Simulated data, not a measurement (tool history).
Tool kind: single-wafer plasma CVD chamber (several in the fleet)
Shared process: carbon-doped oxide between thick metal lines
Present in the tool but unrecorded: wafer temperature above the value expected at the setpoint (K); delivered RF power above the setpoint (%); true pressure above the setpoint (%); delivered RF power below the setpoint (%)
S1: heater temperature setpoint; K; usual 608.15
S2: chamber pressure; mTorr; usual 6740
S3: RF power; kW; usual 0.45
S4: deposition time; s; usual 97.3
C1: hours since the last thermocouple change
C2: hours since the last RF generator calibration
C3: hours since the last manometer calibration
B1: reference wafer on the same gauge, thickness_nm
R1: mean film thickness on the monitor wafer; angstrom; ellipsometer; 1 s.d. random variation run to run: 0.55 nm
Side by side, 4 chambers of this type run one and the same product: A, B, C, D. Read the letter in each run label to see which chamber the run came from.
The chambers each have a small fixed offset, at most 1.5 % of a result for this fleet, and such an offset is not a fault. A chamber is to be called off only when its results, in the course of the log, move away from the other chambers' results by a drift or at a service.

Run 1D, hour 7.9: usual settings; C1 1064.4; C2 15.8; C3 748; B1 521.8. Result: R1 5021.4 angstrom.
Run 2A, hour 14.6: usual settings; C1 2203.3; C2 1250.5; C3 854.8; B1 521.73. Result: R1 4953.5 angstrom.
Run 3B, hour 23.9: usual settings; C1 1844.5; C2 380.5; C3 652.1; B1 521.81. Result: R1 4923.4 angstrom.
Run 4C, hour 33.6: usual settings; C1 425.8; C2 331.3; C3 1059.2; B1 521.9. Result: R1 5017.4 angstrom.
Run 5A, hour 42.8: usual settings but S4 80.4 s; C1 2231.5; C2 1278.7; C3 883; B1 521.67. Result: R1 4102.7 angstrom.
Run 6C, hour 52.4: usual settings but S4 80.4 s; C1 444.6; C2 350.1; C3 1078; B1 521.64. Result: R1 4138.7 angstrom.
Run 7D, hour 57.6: usual settings but S4 80.4 s; C1 1114.1; C2 65.5; C3 797.7; B1 521.63. Result: R1 4151.9 angstrom.
Run 8B, hour 66: usual settings but S4 80.4 s; C1 1886.6; C2 422.6; C3 694.2; B1 521.31. Result: R1 4074.8 angstrom.
Run 9B, hour 70.8: usual settings; C1 1891.4; C2 427.4; C3 699; B1 521.34. Result: R1 4910.5 angstrom.
Run 10A, hour 78.8: usual settings; C1 2267.5; C2 1314.7; C3 919; B1 521.5. Result: R1 4936 angstrom.
Run 11D, hour 84.3: usual settings; C1 1140.8; C2 92.2; C3 824.4; B1 521.38. Result: R1 5016.3 angstrom.
Run 12C, hour 92.6: usual settings; C1 484.8; C2 390.3; C3 1118.2; B1 521.29. Result: R1 5000.9 angstrom.
Run 13D, hour 98.3: usual settings; C1 1154.8; C2 106.2; C3 838.4; B1 521.18. Result: R1 5022.2 angstrom.
Run 14C, hour 103.6: usual settings; C1 495.8; C2 401.3; C3 1129.2; B1 521.2. Result: R1 5006.6 angstrom.
Run 15B, hour 110.8: usual settings; C1 1931.4; C2 467.4; C3 739; B1 521.03. Result: R1 4917.9 angstrom.
Run 16A, hour 117.9: usual settings; C1 2306.6; C2 1353.8; C3 958.1; B1 520.86. Result: R1 4941 angstrom.
Run 17B, hour 123.4: usual settings; C1 1944; C2 480; C3 751.6; B1 521.02. Result: R1 4905.9 angstrom.
Run 18A, hour 133.4: usual settings; C1 2322.1; C2 1369.3; C3 973.6; B1 520.91. Result: R1 4949.7 angstrom.
Run 19C, hour 138.8: usual settings; C1 531; C2 436.5; C3 1164.4; B1 520.9. Result: R1 5006.4 angstrom.
Run 20D, hour 147.4: usual settings but S1 619.15 K, S3 0.385 kW; C1 1203.9; C2 155.3; C3 887.5; B1 520.91. Result: R1 4325.9 angstrom.
Run 21A, hour 156: usual settings but S1 619.15 K, S3 0.385 kW; C1 2344.7; C2 1391.9; C3 996.2; B1 520.77. Result: R1 4279.5 angstrom.
Run 22C, hour 161: usual settings but S1 619.15 K, S3 0.385 kW; C1 553.2; C2 458.7; C3 1186.6; B1 520.7. Result: R1 4319.1 angstrom.
Run 23B, hour 168: usual settings but S1 619.15 K, S3 0.385 kW; C1 1988.6; C2 524.6; C3 796.2; B1 520.66. Result: R1 4237 angstrom.
Run 24D, hour 177.9: usual settings; C1 1234.4; C2 185.8; C3 918; B1 520.6. Result: R1 5008.8 angstrom.
Run 25D, hour 184.4: usual settings; C1 1240.9; C2 192.3; C3 924.5; B1 520.5. Result: R1 5015.4 angstrom.
Run 26B, hour 194.6: usual settings but S2 7980 mTorr; C1 2015.2; C2 551.2; C3 822.8; B1 520.31. Result: R1 4959.2 angstrom.
Run 27C, hour 201.5: usual settings but S2 7980 mTorr; C1 593.7; C2 499.2; C3 1227.1; B1 520.23. Result: R1 5071.8 angstrom.
Run 28A, hour 208.3: usual settings but S2 7980 mTorr; C1 2397; C2 1444.2; C3 1048.5; B1 520.35. Result: R1 5001.1 angstrom.
Run 29C, hour 213.5: usual settings but S2 7980 mTorr; C1 605.7; C2 511.2; C3 1239.1; B1 520.25. Result: R1 5062 angstrom.
At hour 221.3: chamber A: thermocouple changed; heater temperature recalibrated.
Run 30A, hour 222.2: usual settings; C1 0.9; C2 1458.1; C3 1062.4; B1 520.31. Result: R1 4929.7 angstrom.
At hour 226.9: chamber B: thermocouple changed; heater temperature recalibrated.
Run 31D, hour 232.2: usual settings; C1 1288.7; C2 240.1; C3 972.3; B1 520.21. Result: R1 5001.9 angstrom.
Run 32B, hour 242.6: usual settings but S1 602.15 K; C1 15.7; C2 599.2; C3 870.8; B1 520.08. Result: R1 5000.1 angstrom.
Run 33C, hour 252: usual settings but S1 602.15 K; C1 644.2; C2 549.7; C3 1277.6; B1 519.96. Result: R1 5086.2 angstrom.
Run 34A, hour 256.7: usual settings but S1 602.15 K; C1 35.4; C2 1492.6; C3 1096.9; B1 519.73. Result: R1 5026.6 angstrom.
Run 35B, hour 261.8: usual settings but S1 602.15 K; C1 34.9; C2 618.4; C3 890; B1 520.03. Result: R1 4996.9 angstrom.
At hour 264.6: chamber D: capacitance manometer re-zeroed and calibrated.
Run 36D, hour 269: usual settings; C1 1325.5; C2 276.9; C3 4.5; B1 519.73. Result: R1 5005 angstrom.
Run 37A, hour 274.6: usual settings; C1 53.3; C2 1510.5; C3 1114.8; B1 519.75. Result: R1 4946 angstrom.
Run 38C, hour 279.2: usual settings; C1 671.4; C2 576.9; C3 1304.8; B1 519.78. Result: R1 4987.8 angstrom.

Next, every chamber runs the same settings. What will each give?
Run 39A, hour 286.7: usual settings. Result: R1 ?.
Run 39B, hour 286.7: usual settings. Result: R1 ?.
Run 39C, hour 286.7: usual settings. Result: R1 ?.
Run 39D, hour 286.7: usual settings. Result: R1 ?.

run      R1
39A  4924.4
39B  4903.2
39C  4994.7
39D  4998.6

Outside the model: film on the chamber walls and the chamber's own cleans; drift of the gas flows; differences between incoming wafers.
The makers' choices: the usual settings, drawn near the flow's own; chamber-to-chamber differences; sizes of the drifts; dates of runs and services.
